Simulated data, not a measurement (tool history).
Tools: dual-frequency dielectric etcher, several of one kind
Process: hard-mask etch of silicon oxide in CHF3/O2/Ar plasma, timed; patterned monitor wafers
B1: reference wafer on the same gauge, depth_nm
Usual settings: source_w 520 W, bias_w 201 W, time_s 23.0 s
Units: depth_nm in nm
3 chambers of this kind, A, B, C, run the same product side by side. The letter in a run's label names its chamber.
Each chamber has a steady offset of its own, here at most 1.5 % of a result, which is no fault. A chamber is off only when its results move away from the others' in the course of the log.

{"run": "1A", "day": 0.104, "source_w": 520, "bias_w": 201, "time_s": 23.0, "B1": 51.991, "depth_nm": 44.736}
{"run": "2C", "day": 0.279, "source_w": 520, "bias_w": 201, "time_s": 23.0, "B1": 51.963, "depth_nm": 44.421}
{"run": "3B", "day": 0.462, "source_w": 520, "bias_w": 201, "time_s": 23.0, "B1": 51.996, "depth_nm": 45.548}
{"run": "4A", "day": 0.629, "source_w": 520, "bias_w": 201, "time_s": 23.0, "B1": 51.968, "depth_nm": 44.739}
{"run": "5B", "day": 0.767, "source_w": 520, "bias_w": 201, "time_s": 23.0, "B1": 51.969, "depth_nm": 45.245}
{"run": "6C", "day": 0.892, "source_w": 520, "bias_w": 201, "time_s": 23.0, "B1": 52.003, "depth_nm": 44.707}
{"run": "7C", "day": 0.996, "source_w": 520, "bias_w": 201, "time_s": 23.0, "B1": 52.021, "depth_nm": 44.691}
{"run": "8A", "day": 1.096, "source_w": 520, "bias_w": 201, "time_s": 23.0, "B1": 51.985, "depth_nm": 44.971}
{"run": "9B", "day": 1.225, "source_w": 520, "bias_w": 201, "time_s": 23.0, "B1": 51.993, "depth_nm": 45.212}
{"run": "10A", "day": 1.354, "source_w": 520, "bias_w": 201, "time_s": 20.0, "B1": 52.002, "depth_nm": 38.798}
{"run": "11C", "day": 1.475, "source_w": 520, "bias_w": 201, "time_s": 20.0, "B1": 51.986, "depth_nm": 38.973}
{"run": "12B", "day": 1.662, "source_w": 520, "bias_w": 201, "time_s": 20.0, "B1": 52.004, "depth_nm": 39.409}
{"run": "13C", "day": 1.854, "source_w": 520, "bias_w": 201, "time_s": 23.0, "B1": 52.034, "depth_nm": 44.643}
{"day": 1.875, "done": "chamber C: wet clean of the chamber"}
{"run": "14B", "day": 2.008, "source_w": 520, "bias_w": 201, "time_s": 23.0, "B1": 51.983, "depth_nm": 45.276}
{"run": "15A", "day": 2.125, "source_w": 520, "bias_w": 201, "time_s": 23.0, "B1": 52.02, "depth_nm": 44.872}
{"run": "16A", "day": 2.242, "source_w": 520, "bias_w": 201, "time_s": 23.0, "B1": 52.028, "depth_nm": 45.01}
{"run": "17B", "day": 2.396, "source_w": 460, "bias_w": 201, "time_s": 23.0, "B1": 52.01, "depth_nm": 43.11}
{"run": "18C", "day": 2.579, "source_w": 460, "bias_w": 201, "time_s": 23.0, "B1": 51.988, "depth_nm": 42.548}
{"run": "19B", "day": 2.704, "source_w": 460, "bias_w": 201, "time_s": 23.0, "B1": 51.968, "depth_nm": 43.136}
{"run": "20C", "day": 2.833, "source_w": 520, "bias_w": 201, "time_s": 23.0, "B1": 51.982, "depth_nm": 44.669}
{"run": "21A", "day": 3.029, "source_w": 520, "bias_w": 201, "time_s": 23.0, "B1": 51.968, "depth_nm": 44.827}
{"run": "22A", "day": 3.179, "source_w": 520, "bias_w": 201, "time_s": 23.0, "B1": 52.012, "depth_nm": 44.994}
{"run": "23B", "day": 3.383, "source_w": 520, "bias_w": 201, "time_s": 23.0, "B1": 51.995, "depth_nm": 45.285}
{"run": "24C", "day": 3.538, "source_w": 520, "bias_w": 201, "time_s": 23.0, "B1": 51.97, "depth_nm": 44.579}
{"run": "25B", "day": 3.704, "source_w": 520, "bias_w": 201, "time_s": 23.0, "B1": 51.99, "depth_nm": 45.502}
{"run": "26A", "day": 3.842, "source_w": 520, "bias_w": 201, "time_s": 23.0, "B1": 52.003, "depth_nm": 44.978}
{"run": "27C", "day": 4.025, "source_w": 520, "bias_w": 216, "time_s": 23.0, "B1": 52.003, "depth_nm": 45.93}
{"run": "28A", "day": 4.225, "source_w": 520, "bias_w": 216, "time_s": 23.0, "B1": 52.029, "depth_nm": 45.937}
{"run": "29B", "day": 4.408, "source_w": 520, "bias_w": 216, "time_s": 23.0, "B1": 52.034, "depth_nm": 46.704}
{"run": "30C", "day": 4.529, "source_w": 520, "bias_w": 201, "time_s": 23.0, "B1": 52.011, "depth_nm": 44.809}
{"run": "31B", "day": 4.729, "source_w": 520, "bias_w": 201, "time_s": 23.0, "B1": 51.958, "depth_nm": 45.33}
{"run": "32C", "day": 4.879, "source_w": 520, "bias_w": 201, "time_s": 23.0, "B1": 52.01, "depth_nm": 44.694}
{"run": "33A", "day": 5.021, "source_w": 440, "bias_w": 201, "time_s": 23.0, "B1": 51.998, "depth_nm": 42.253}
{"run": "34A", "day": 5.138, "source_w": 440, "bias_w": 201, "time_s": 23.0, "B1": 52.005, "depth_nm": 42.067}

Is one chamber off against the others, does the gauge drift, or is nothing wrong? If a chamber is off, say which, and what the likeliest cause is.

No chamber stands off beyond its own small offset, and the gauge holds steady.
